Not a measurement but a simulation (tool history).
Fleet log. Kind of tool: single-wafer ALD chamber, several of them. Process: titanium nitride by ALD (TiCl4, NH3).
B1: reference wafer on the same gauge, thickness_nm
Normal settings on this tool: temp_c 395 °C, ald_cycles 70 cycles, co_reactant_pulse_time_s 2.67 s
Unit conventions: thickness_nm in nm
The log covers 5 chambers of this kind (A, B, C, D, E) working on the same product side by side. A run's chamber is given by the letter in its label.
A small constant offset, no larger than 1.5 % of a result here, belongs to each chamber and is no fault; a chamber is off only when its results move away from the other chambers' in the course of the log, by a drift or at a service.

{"run": "1D", "hour": 14.3, "temp_c": 395, "ald_cycles": 70, "co_reactant_pulse_time_s": 2.67, "B1": 1.3394, "thickness_nm": 1.551}
{"run": "2B", "hour": 25.1, "temp_c": 395, "ald_cycles": 70, "co_reactant_pulse_time_s": 2.67, "B1": 1.3403, "thickness_nm": 1.5462}
{"run": "3A", "hour": 34.2, "temp_c": 395, "ald_cycles": 70, "co_reactant_pulse_time_s": 2.67, "B1": 1.3403, "thickness_nm": 1.5527}
{"run": "4C", "hour": 42.7, "temp_c": 395, "ald_cycles": 70, "co_reactant_pulse_time_s": 2.67, "B1": 1.3399, "thickness_nm": 1.5379}
{"run": "5E", "hour": 52.1, "temp_c": 395, "ald_cycles": 70, "co_reactant_pulse_time_s": 2.67, "B1": 1.34, "thickness_nm": 1.5792}
{"run": "6D", "hour": 59.2, "temp_c": 395, "ald_cycles": 70, "co_reactant_pulse_time_s": 2.67, "B1": 1.3403, "thickness_nm": 1.5463}
{"run": "7C", "hour": 71.8, "temp_c": 395, "ald_cycles": 70, "co_reactant_pulse_time_s": 2.67, "B1": 1.3397, "thickness_nm": 1.5474}
{"run": "8A", "hour": 79.7, "temp_c": 395, "ald_cycles": 70, "co_reactant_pulse_time_s": 2.67, "B1": 1.3392, "thickness_nm": 1.551}
{"run": "9B", "hour": 90.7, "temp_c": 395, "ald_cycles": 70, "co_reactant_pulse_time_s": 2.23, "B1": 1.341, "thickness_nm": 1.5154}
{"run": "10E", "hour": 97.3, "temp_c": 395, "ald_cycles": 70, "co_reactant_pulse_time_s": 2.23, "B1": 1.3403, "thickness_nm": 1.5493}
{"run": "11A", "hour": 111.9, "temp_c": 395, "ald_cycles": 70, "co_reactant_pulse_time_s": 2.23, "B1": 1.3393, "thickness_nm": 1.5439}
{"run": "12D", "hour": 124.8, "temp_c": 395, "ald_cycles": 70, "co_reactant_pulse_time_s": 2.23, "B1": 1.3411, "thickness_nm": 1.5329}
{"run": "13E", "hour": 137.8, "temp_c": 395, "ald_cycles": 70, "co_reactant_pulse_time_s": 2.23, "B1": 1.3402, "thickness_nm": 1.5502}
{"run": "14C", "hour": 144.1, "temp_c": 395, "ald_cycles": 70, "co_reactant_pulse_time_s": 2.67, "B1": 1.3409, "thickness_nm": 1.5506}
{"run": "15B", "hour": 154.8, "temp_c": 395, "ald_cycles": 70, "co_reactant_pulse_time_s": 2.67, "B1": 1.3408, "thickness_nm": 1.5308}
{"run": "16B", "hour": 166.4, "temp_c": 395, "ald_cycles": 70, "co_reactant_pulse_time_s": 2.15, "B1": 1.3409, "thickness_nm": 1.5202}
{"run": "17D", "hour": 176.0, "temp_c": 395, "ald_cycles": 70, "co_reactant_pulse_time_s": 2.15, "B1": 1.3399, "thickness_nm": 1.5225}
{"run": "18A", "hour": 189.3, "temp_c": 395, "ald_cycles": 70, "co_reactant_pulse_time_s": 2.15, "B1": 1.3414, "thickness_nm": 1.5391}
{"run": "19E", "hour": 203.9, "temp_c": 395, "ald_cycles": 70, "co_reactant_pulse_time_s": 2.15, "B1": 1.3415, "thickness_nm": 1.5611}
{"run": "20C", "hour": 218.5, "temp_c": 395, "ald_cycles": 70, "co_reactant_pulse_time_s": 2.15, "B1": 1.3411, "thickness_nm": 1.5286}
{"run": "21C", "hour": 225.4, "temp_c": 395, "ald_cycles": 70, "co_reactant_pulse_time_s": 2.67, "B1": 1.3384, "thickness_nm": 1.5468}
{"run": "22E", "hour": 235.6, "temp_c": 395, "ald_cycles": 70, "co_reactant_pulse_time_s": 2.67, "B1": 1.3399, "thickness_nm": 1.5648}
{"run": "23A", "hour": 242.2, "temp_c": 395, "ald_cycles": 70, "co_reactant_pulse_time_s": 2.67, "B1": 1.3404, "thickness_nm": 1.5587}
{"run": "24D", "hour": 255.3, "temp_c": 395, "ald_cycles": 70, "co_reactant_pulse_time_s": 2.67, "B1": 1.3405, "thickness_nm": 1.538}
{"run": "25B", "hour": 261.9, "temp_c": 403, "ald_cycles": 63, "co_reactant_pulse_time_s": 2.67, "B1": 1.3393, "thickness_nm": 1.3918}
{"run": "26C", "hour": 273.5, "temp_c": 403, "ald_cycles": 63, "co_reactant_pulse_time_s": 2.67, "B1": 1.3398, "thickness_nm": 1.3881}
{"run": "27A", "hour": 282.5, "temp_c": 403, "ald_cycles": 63, "co_reactant_pulse_time_s": 2.67, "B1": 1.3397, "thickness_nm": 1.4113}
{"run": "28B", "hour": 295.4, "temp_c": 403, "ald_cycles": 63, "co_reactant_pulse_time_s": 2.67, "B1": 1.3406, "thickness_nm": 1.3906}
{"run": "29D", "hour": 306.9, "temp_c": 403, "ald_cycles": 63, "co_reactant_pulse_time_s": 2.67, "B1": 1.3394, "thickness_nm": 1.4021}
{"run": "30E", "hour": 315.0, "temp_c": 395, "ald_cycles": 77, "co_reactant_pulse_time_s": 2.67, "B1": 1.3396, "thickness_nm": 1.7393}
{"run": "31B", "hour": 324.9, "temp_c": 395, "ald_cycles": 77, "co_reactant_pulse_time_s": 2.67, "B1": 1.3399, "thickness_nm": 1.6845}
{"run": "32A", "hour": 338.4, "temp_c": 395, "ald_cycles": 77, "co_reactant_pulse_time_s": 2.67, "B1": 1.3391, "thickness_nm": 1.7131}
{"run": "33E", "hour": 348.5, "temp_c": 395, "ald_cycles": 77, "co_reactant_pulse_time_s": 2.67, "B1": 1.3405, "thickness_nm": 1.7362}
{"run": "34C", "hour": 362.2, "temp_c": 395, "ald_cycles": 77, "co_reactant_pulse_time_s": 2.67, "B1": 1.3403, "thickness_nm": 1.7024}
{"run": "35D", "hour": 370.6, "temp_c": 395, "ald_cycles": 70, "co_reactant_pulse_time_s": 2.67, "B1": 1.3401, "thickness_nm": 1.556}

The same settings go to every chamber for the next run, one line per chamber below. Forecast the results for each:
{"run": "36A", "hour": 381.1, "temp_c": 395, "ald_cycles": 63, "co_reactant_pulse_time_s": 2.67, "thickness_nm": "?"}
{"run": "36B", "hour": 381.1, "temp_c": 395, "ald_cycles": 63, "co_reactant_pulse_time_s": 2.67, "thickness_nm": "?"}
{"run": "36C", "hour": 381.1, "temp_c": 395, "ald_cycles": 63, "co_reactant_pulse_time_s": 2.67, "thickness_nm": "?"}
{"run": "36D", "hour": 381.1, "temp_c": 395, "ald_cycles": 63, "co_reactant_pulse_time_s": 2.67, "thickness_nm": "?"}
{"run": "36E", "hour": 381.1, "temp_c": 395, "ald_cycles": 63, "co_reactant_pulse_time_s": 2.67, "thickness_nm": "?"}

run=36A thickness_nm=1.4086
run=36B thickness_nm=1.3806
run=36C thickness_nm=1.3959
run=36D thickness_nm=1.3916
run=36E thickness_nm=1.4092
